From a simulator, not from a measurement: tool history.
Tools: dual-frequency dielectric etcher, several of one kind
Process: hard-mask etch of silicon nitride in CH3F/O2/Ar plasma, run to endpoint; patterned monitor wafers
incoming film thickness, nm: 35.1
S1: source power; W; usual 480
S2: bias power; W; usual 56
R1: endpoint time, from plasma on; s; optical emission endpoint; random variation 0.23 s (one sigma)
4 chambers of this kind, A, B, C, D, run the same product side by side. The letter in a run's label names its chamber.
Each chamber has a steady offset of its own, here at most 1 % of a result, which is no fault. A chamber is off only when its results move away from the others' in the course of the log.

| run | hour | S1 | S2 | R1 |
|---|---|---|---|---|
| 1B | 5 | 480 | 56 | 51.673 |
| 2C | 10.2 | 480 | 56 | 51.334 |
| 3D | 14.9 | 480 | 56 | 51.177 |
| 4A | 19.1 | 480 | 56 | 51.97 |
| 5C | 23.2 | 480 | 56 | 50.688 |
| 6B | 26.9 | 370 | 66 | 54.302 |
| 7A | 29.6 | 370 | 66 | 54.625 |
| 8D | 33.5 | 370 | 66 | 53.816 |
| 9B | 38 | 370 | 66 | 53.991 |
| 10A | 41.1 | 480 | 56 | 52.011 |
| 11C | 46.5 | 440 | 51 | 54.57 |
| 12D | 52 | 440 | 51 | 54.836 |
| 13B | 56 | 440 | 51 | 54.863 |
| 14C | 59.9 | 440 | 51 | 54.095 |
| 15A | 64.9 | 480 | 56 | 52.052 |
| 16D | 70.6 | 480 | 56 | 51.147 |
| 17C | 74.7 | 480 | 56 | 51.157 |
| 18B | 78.1 | 480 | 56 | 50.968 |
| 19A | 80.7 | 480 | 56 | 51.741 |
| 20D | 84.6 | 530 | 60 | 48.207 |
| 21A | 87.3 | 530 | 60 | 49.105 |
| 22C | 92.6 | 530 | 60 | 47.735 |
| 23D | 95.9 | 530 | 60 | 48.387 |
| 24B | 99.5 | 480 | 56 | 50.497 |
| 25D | 102.3 | 480 | 56 | 51.358 |
| 26A | 107.6 | 480 | 56 | 51.484 |
| 27C | 110.7 | 480 | 56 | 50.775 |
| 28B | 115.6 | 480 | 56 | 50.523 |
| 29D | 119.5 | 480 | 56 | 51.692 |
| 30B | 125 | 480 | 56 | 50.265 |
| 31A | 129.2 | 480 | 56 | 52.031 |
| 32C | 131.9 | 480 | 56 | 51.19 |
| 33B | 135.9 | 480 | 56 | 50.016 |
| 34A | 140.7 | 480 | 56 | 52.091 |
| 35C | 145.2 | 480 | 56 | 50.666 |
| 36D | 149.6 | 480 | 56 | 51.52 |
| 37D | 153.4 | 480 | 56 | 51.421 |
| 38C | 159 | 480 | 56 | 50.817 |
| 39A | 162.7 | 370 | 56 | 57.582 |
| 40B | 165.8 | 370 | 56 | 55.098 |
| 41C | 168.7 | 370 | 56 | 56.112 |
| 42D | 171.5 | 370 | 56 | 56.917 |

All 4 chambers run these settings next. Forecast each chamber's results:
| 43A | 175.6 | 410 | 56 | ? |
| 43B | 175.6 | 410 | 56 | ? |
| 43C | 175.6 | 410 | 56 | ? |
| 43D | 175.6 | 410 | 56 | ? |

| run | R1 |
|---|---|
| 43A | 55.225 |
| 43B | 52.924 |
| 43C | 53.963 |
| 43D | 54.699 |
